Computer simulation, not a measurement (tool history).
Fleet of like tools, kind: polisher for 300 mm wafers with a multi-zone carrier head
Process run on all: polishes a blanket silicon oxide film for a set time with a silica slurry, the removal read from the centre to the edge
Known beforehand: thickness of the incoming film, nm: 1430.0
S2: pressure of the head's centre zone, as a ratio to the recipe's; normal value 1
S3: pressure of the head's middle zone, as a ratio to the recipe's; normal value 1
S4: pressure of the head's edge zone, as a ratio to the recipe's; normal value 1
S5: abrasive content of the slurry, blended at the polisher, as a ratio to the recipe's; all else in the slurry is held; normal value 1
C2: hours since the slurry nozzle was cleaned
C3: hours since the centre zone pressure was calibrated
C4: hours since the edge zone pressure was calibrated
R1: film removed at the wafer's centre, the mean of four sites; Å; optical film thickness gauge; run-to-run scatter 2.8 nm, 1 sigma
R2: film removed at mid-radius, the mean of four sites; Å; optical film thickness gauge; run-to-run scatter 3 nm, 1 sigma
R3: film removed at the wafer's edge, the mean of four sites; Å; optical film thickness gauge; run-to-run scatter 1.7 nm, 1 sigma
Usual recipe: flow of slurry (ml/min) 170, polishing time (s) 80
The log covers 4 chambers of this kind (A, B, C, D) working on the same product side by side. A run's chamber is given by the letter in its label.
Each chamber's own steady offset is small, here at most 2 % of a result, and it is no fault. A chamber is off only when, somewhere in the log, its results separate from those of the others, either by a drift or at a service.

{"hour": 6.9, "done": "chamber D: worn pad replaced by a new one"}
{"run": "1C", "hour": 9.6, "flow of slurry (ml/min)": 170, "S2": 1, "S3": 1, "S4": 1, "S5": 1, "polishing time (s)": 80, "wafers polished on this pad": 346, "C2": 891.1, "C3": 559.1, "C4": 257.2, "R1": 2460.9, "R2": 2460.5, "R3": 2489.4}
{"run": "2A", "hour": 16.8, "flow of slurry (ml/min)": 170, "S2": 1, "S3": 1, "S4": 1, "S5": 1, "polishing time (s)": 80, "wafers polished on this pad": 706, "C2": 691.7, "C3": 341, "C4": 459.4, "R1": 2491.5, "R2": 2455.8, "R3": 2504.2}
{"hour": 21.9, "done": "chamber A: worn pad replaced by a new one"}
{"run": "3D", "hour": 23.0, "flow of slurry (ml/min)": 170, "S2": 1, "S3": 1, "S4": 1, "S5": 1, "polishing time (s)": 80, "wafers polished on this pad": 156, "C2": 139, "C3": 341.9, "C4": 285.7, "R1": 2493.9, "R2": 2510.9, "R3": 2446.9}
{"hour": 30.4, "done": "chamber B: slurry nozzle cleaned"}
{"run": "4B", "hour": 32.9, "flow of slurry (ml/min)": 170, "S2": 1, "S3": 1, "S4": 1, "S5": 1, "polishing time (s)": 80, "wafers polished on this pad": 513, "C2": 2.5, "C3": 364.2, "C4": 138.9, "R1": 2487.4, "R2": 2484.8, "R3": 2450.3}
{"run": "5C", "hour": 39.8, "flow of slurry (ml/min)": 170, "S2": 1, "S3": 1, "S4": 1, "S5": 1, "polishing time (s)": 80, "wafers polished on this pad": 638, "C2": 921.3, "C3": 589.3, "C4": 287.4, "R1": 2490.4, "R2": 2467, "R3": 2455.4}
{"run": "6D", "hour": 49.1, "flow of slurry (ml/min)": 170, "S2": 1, "S3": 1, "S4": 1, "S5": 1, "polishing time (s)": 80, "wafers polished on this pad": 408, "C2": 165.1, "C3": 368, "C4": 311.8, "R1": 2439.8, "R2": 2495.8, "R3": 2444.8}
{"hour": 54.5, "done": "chamber C: worn pad replaced by a new one"}
{"run": "7B", "hour": 59.2, "flow of slurry (ml/min)": 170, "S2": 1, "S3": 0.96, "S4": 1, "S5": 1, "polishing time (s)": 80, "wafers polished on this pad": 767, "C2": 28.8, "C3": 390.5, "C4": 165.2, "R1": 2469.4, "R2": 2344.2, "R3": 2472.1}
{"hour": 59.6, "done": "chamber A: slurry nozzle cleaned"}
{"hour": 64.2, "done": "chamber D: centre zone pressure recalibrated"}
{"hour": 68.2, "done": "chamber B: worn pad replaced by a new one"}
{"hour": 68.5, "done": "chamber C: slurry nozzle cleaned"}
{"run": "8A", "hour": 69.7, "flow of slurry (ml/min)": 170, "S2": 1, "S3": 0.96, "S4": 1, "S5": 1, "polishing time (s)": 80, "wafers polished on this pad": 462, "C2": 10.1, "C3": 393.9, "C4": 512.3, "R1": 2493.4, "R2": 2359.3, "R3": 2521.1}
{"run": "9C", "hour": 75.1, "flow of slurry (ml/min)": 170, "S2": 1, "S3": 0.96, "S4": 1, "S5": 1, "polishing time (s)": 80, "wafers polished on this pad": 199, "C2": 6.6, "C3": 624.6, "C4": 322.7, "R1": 2498.9, "R2": 2393.8, "R3": 2491}
{"run": "10D", "hour": 84.7, "flow of slurry (ml/min)": 170, "S2": 1, "S3": 0.96, "S4": 1, "S5": 1, "polishing time (s)": 80, "wafers polished on this pad": 752, "C2": 200.7, "C3": 20.5, "C4": 347.4, "R1": 2478.8, "R2": 2399.1, "R3": 2459.8}
{"run": "11A", "hour": 96.0, "flow of slurry (ml/min)": 170, "S2": 1, "S3": 1, "S4": 1, "S5": 1, "polishing time (s)": 80, "wafers polished on this pad": 716, "C2": 36.4, "C3": 420.2, "C4": 538.6, "R1": 2483.6, "R2": 2413.5, "R3": 2492}
{"hour": 105.4, "done": "chamber A: worn pad replaced by a new one"}
{"run": "12B", "hour": 106.1, "flow of slurry (ml/min)": 170, "S2": 1, "S3": 1, "S4": 1, "S5": 1, "polishing time (s)": 80, "wafers polished on this pad": 367, "C2": 75.7, "C3": 437.4, "C4": 212.1, "R1": 2484.3, "R2": 2482.9, "R3": 2457.3}
{"hour": 113.3, "done": "chamber C: centre zone pressure recalibrated"}
{"run": "13B", "hour": 117.3, "flow of slurry (ml/min)": 170, "S2": 0.91, "S3": 1.04, "S4": 1, "S5": 1, "polishing time (s)": 80, "wafers polished on this pad": 475, "C2": 86.9, "C3": 448.6, "C4": 223.3, "R1": 2230.2, "R2": 2565.8, "R3": 2456}
{"run": "14A", "hour": 125.3, "flow of slurry (ml/min)": 170, "S2": 0.91, "S3": 1.04, "S4": 1, "S5": 1, "polishing time (s)": 80, "wafers polished on this pad": 192, "C2": 65.7, "C3": 449.5, "C4": 567.9, "R1": 2270.6, "R2": 2566.9, "R3": 2532.4}
{"run": "15C", "hour": 132.7, "flow of slurry (ml/min)": 170, "S2": 0.91, "S3": 1.04, "S4": 1, "S5": 1, "polishing time (s)": 80, "wafers polished on this pad": 756, "C2": 64.2, "C3": 19.5, "C4": 380.3, "R1": 2246, "R2": 2542.4, "R3": 2450.7}
{"hour": 135.2, "done": "chamber C: worn pad replaced by a new one"}
{"run": "16D", "hour": 141.6, "flow of slurry (ml/min)": 170, "S2": 0.91, "S3": 1.04, "S4": 1, "S5": 1, "polishing time (s)": 80, "wafers polished on this pad": 1301, "C2": 257.6, "C3": 77.4, "C4": 404.3, "R1": 2172.7, "R2": 2555.3, "R3": 2423.9}
{"hour": 147.5, "done": "chamber B: centre zone pressure recalibrated"}
{"run": "17D", "hour": 150.1, "flow of slurry (ml/min)": 170, "S2": 1, "S3": 1, "S4": 1, "S5": 1, "polishing time (s)": 80, "wafers polished on this pad": 1383, "C2": 266.1, "C3": 85.9, "C4": 412.8, "R1": 2499.1, "R2": 2505.2, "R3": 2455.6}
{"hour": 155.6, "done": "chamber D: worn pad replaced by a new one"}
{"run": "18B", "hour": 160.6, "flow of slurry (ml/min)": 190, "S2": 1, "S3": 1.11, "S4": 1, "S5": 1, "polishing time (s)": 80, "wafers polished on this pad": 893, "C2": 130.2, "C3": 13.2, "C4": 266.6, "R1": 2539, "R2": 2804.6, "R3": 2493.1}
{"hour": 163.3, "done": "chamber B: worn pad replaced by a new one"}
{"run": "19A", "hour": 168.2, "flow of slurry (ml/min)": 190, "S2": 1, "S3": 1.11, "S4": 1, "S5": 1, "polishing time (s)": 80, "wafers polished on this pad": 607, "C2": 108.6, "C3": 492.4, "C4": 610.8, "R1": 2489.9, "R2": 2720.4, "R3": 2529.4}
{"run": "20C", "hour": 177.6, "flow of slurry (ml/min)": 190, "S2": 1, "S3": 1.11, "S4": 1, "S5": 1, "polishing time (s)": 80, "wafers polished on this pad": 409, "C2": 109.1, "C3": 64.4, "C4": 425.2, "R1": 2521.2, "R2": 2691.2, "R3": 2511.9}
{"hour": 183.4, "done": "chamber A: worn pad replaced by a new one"}
{"run": "21A", "hour": 186.1, "flow of slurry (ml/min)": 190, "S2": 1, "S3": 1.11, "S4": 1, "S5": 1, "polishing time (s)": 80, "wafers polished on this pad": 26, "C2": 126.5, "C3": 510.3, "C4": 628.7, "R1": 2506.7, "R2": 2737.2, "R3": 2550.2}
{"run": "22D", "hour": 192.0, "flow of slurry (ml/min)": 170, "S2": 1, "S3": 1, "S4": 1, "S5": 1, "polishing time (s)": 80, "wafers polished on this pad": 352, "C2": 308, "C3": 127.8, "C4": 454.7, "R1": 2464.4, "R2": 2506.6, "R3": 2433.8}
{"hour": 197.9, "done": "chamber C: worn pad replaced by a new one"}
{"run": "23C", "hour": 199.1, "flow of slurry (ml/min)": 170, "S2": 1, "S3": 1, "S4": 1, "S5": 1, "polishing time (s)": 80, "wafers polished on this pad": 11, "C2": 130.6, "C3": 85.9, "C4": 446.7, "R1": 2474, "R2": 2471.7, "R3": 2509.7}
{"run": "24B", "hour": 209.6, "flow of slurry (ml/min)": 170, "S2": 1, "S3": 1, "S4": 1, "S5": 1, "polishing time (s)": 80, "wafers polished on this pad": 447, "C2": 179.2, "C3": 62.2, "C4": 315.6, "R1": 2475.4, "R2": 2485.5, "R3": 2474.7}
{"run": "25C", "hour": 214.7, "flow of slurry (ml/min)": 170, "S2": 1, "S3": 1, "S4": 1, "S5": 1, "polishing time (s)": 80, "wafers polished on this pad": 162, "C2": 146.2, "C3": 101.5, "C4": 462.3, "R1": 2454.9, "R2": 2509, "R3": 2450.1}
{"run": "26B", "hour": 221.6, "flow of slurry (ml/min)": 170, "S2": 1, "S3": 1, "S4": 1, "S5": 1, "polishing time (s)": 80, "wafers polished on this pad": 563, "C2": 191.2, "C3": 74.2, "C4": 327.6, "R1": 2487.3, "R2": 2520.5, "R3": 2488.3}
{"run": "27A", "hour": 228.9, "flow of slurry (ml/min)": 170, "S2": 1, "S3": 1, "S4": 1, "S5": 1, "polishing time (s)": 80, "wafers polished on this pad": 439, "C2": 169.3, "C3": 553.1, "C4": 671.5, "R1": 2464.1, "R2": 2419, "R3": 2518.9}
{"hour": 234.3, "done": "chamber B: slurry nozzle cleaned"}
{"run": "28D", "hour": 237.6, "flow of slurry (ml/min)": 170, "S2": 1, "S3": 1, "S4": 1, "S5": 1, "polishing time (s)": 80, "wafers polished on this pad": 792, "C2": 353.6, "C3": 173.4, "C4": 500.3, "R1": 2495.8, "R2": 2461.9, "R3": 2470.5}
{"run": "29C", "hour": 244.1, "flow of slurry (ml/min)": 170, "S2": 1, "S3": 1, "S4": 1, "S5": 1, "polishing time (s)": 80, "wafers polished on this pad": 446, "C2": 175.6, "C3": 130.9, "C4": 491.7, "R1": 2437.6, "R2": 2515.5, "R3": 2459.3}
{"run": "30D", "hour": 251.6, "flow of slurry (ml/min)": 170, "S2": 1, "S3": 1, "S4": 1, "S5": 1, "polishing time (s)": 80, "wafers polished on this pad": 927, "C2": 367.6, "C3": 187.4, "C4": 514.3, "R1": 2465.4, "R2": 2495.9, "R3": 2436}
{"hour": 259.6, "done": "chamber B: worn pad replaced by a new one"}
{"hour": 259.8, "done": "chamber A: worn pad replaced by a new one"}
{"run": "31B", "hour": 261.4, "flow of slurry (ml/min)": 170, "S2": 1, "S3": 1, "S4": 1, "S5": 1, "polishing time (s)": 80, "wafers polished on this pad": 17, "C2": 27.1, "C3": 114, "C4": 367.4, "R1": 2460.6, "R2": 2510.8, "R3": 2477.8}
{"hour": 264.0, "done": "chamber D: edge zone pressure recalibrated"}
{"run": "32A", "hour": 270.1, "flow of slurry (ml/min)": 170, "S2": 1.06, "S3": 1, "S4": 1, "S5": 1, "polishing time (s)": 80, "wafers polished on this pad": 99, "C2": 210.5, "C3": 594.3, "C4": 712.7, "R1": 2655.6, "R2": 2472.8, "R3": 2527.3}
{"run": "33A", "hour": 275.9, "flow of slurry (ml/min)": 170, "S2": 1.06, "S3": 1, "S4": 1, "S5": 1, "polishing time (s)": 80, "wafers polished on this pad": 155, "C2": 216.3, "C3": 600.1, "C4": 718.5, "R1": 2617.8, "R2": 2405.9, "R3": 2526.9}
{"hour": 276.1, "done": "chamber C: worn pad replaced by a new one"}
{"run": "34C", "hour": 283.8, "flow of slurry (ml/min)": 170, "S2": 1.06, "S3": 1, "S4": 1, "S5": 1, "polishing time (s)": 80, "wafers polished on this pad": 74, "C2": 215.3, "C3": 170.6, "C4": 531.4, "R1": 2645.7, "R2": 2511.6, "R3": 2475.3}
{"run": "35D", "hour": 289.3, "flow of slurry (ml/min)": 170, "S2": 1.06, "S3": 1, "S4": 1, "S5": 1, "polishing time (s)": 80, "wafers polished on this pad": 1292, "C2": 405.3, "C3": 225.1, "C4": 25.4, "R1": 2646.4, "R2": 2477, "R3": 2441.5}
{"run": "36B", "hour": 294.4, "flow of slurry (ml/min)": 170, "S2": 1, "S3": 1, "S4": 1, "S5": 1, "polishing time (s)": 80, "wafers polished on this pad": 336, "C2": 60.1, "C3": 147, "C4": 400.4, "R1": 2501.7, "R2": 2499.3, "R3": 2435.5}
{"run": "37D", "hour": 300.1, "flow of slurry (ml/min)": 170, "S2": 1, "S3": 1, "S4": 1, "S5": 1, "polishing time (s)": 80, "wafers polished on this pad": 1396, "C2": 416.1, "C3": 235.9, "C4": 36.2, "R1": 2443.7, "R2": 2509.4, "R3": 2430.6}
{"run": "38B", "hour": 305.2, "flow of slurry (ml/min)": 170, "S2": 0.93, "S3": 0.91, "S4": 1, "S5": 1, "polishing time (s)": 80, "wafers polished on this pad": 440, "C2": 70.9, "C3": 157.8, "C4": 411.2, "R1": 2271.1, "R2": 2285.2, "R3": 2460.4}
{"hour": 308.7, "done": "chamber D: worn pad replaced by a new one"}
{"run": "39A", "hour": 313.4, "flow of slurry (ml/min)": 170, "S2": 0.93, "S3": 0.91, "S4": 1, "S5": 1, "polishing time (s)": 80, "wafers polished on this pad": 517, "C2": 253.8, "C3": 637.6, "C4": 756, "R1": 2241.5, "R2": 2253.7, "R3": 2496.6}
{"run": "40C", "hour": 319.9, "flow of slurry (ml/min)": 170, "S2": 0.93, "S3": 0.91, "S4": 1, "S5": 1, "polishing time (s)": 80, "wafers polished on this pad": 423, "C2": 251.4, "C3": 206.7, "C4": 567.5, "R1": 2284, "R2": 2234.1, "R3": 2490.2}
{"run": "41B", "hour": 328.8, "flow of slurry (ml/min)": 170, "S2": 0.93, "S3": 0.91, "S4": 1, "S5": 1, "polishing time (s)": 80, "wafers polished on this pad": 668, "C2": 94.5, "C3": 181.4, "C4": 434.8, "R1": 2253.2, "R2": 2293.7, "R3": 2419.2}
{"run": "42D", "hour": 335.4, "flow of slurry (ml/min)": 170, "S2": 1, "S3": 1, "S4": 1, "S5": 1, "polishing time (s)": 80, "wafers polished on this pad": 258, "C2": 451.4, "C3": 271.2, "C4": 71.5, "R1": 2501.6, "R2": 2493.7, "R3": 2482.6}
{"run": "43A", "hour": 341.2, "flow of slurry (ml/min)": 170, "S2": 1, "S3": 1, "S4": 1, "S5": 1, "polishing time (s)": 80, "wafers polished on this pad": 786, "C2": 281.6, "C3": 665.4, "C4": 783.8, "R1": 2486.4, "R2": 2450.1, "R3": 2482.7}
{"run": "44C", "hour": 351.6, "flow of slurry (ml/min)": 170, "S2": 1, "S3": 1, "S4": 1, "S5": 1, "polishing time (s)": 80, "wafers polished on this pad": 729, "C2": 283.1, "C3": 238.4, "C4": 599.2, "R1": 2429, "R2": 2504.9, "R3": 2485.5}

Read the log: is a single chamber off, either drifting away or since a service, is the gauge that measures every chamber drifting, or is nothing wrong beyond small per-chamber offsets? Name any odd chamber and what most likely caused it.

No chamber stands off beyond its own small offset, and the gauge holds steady.
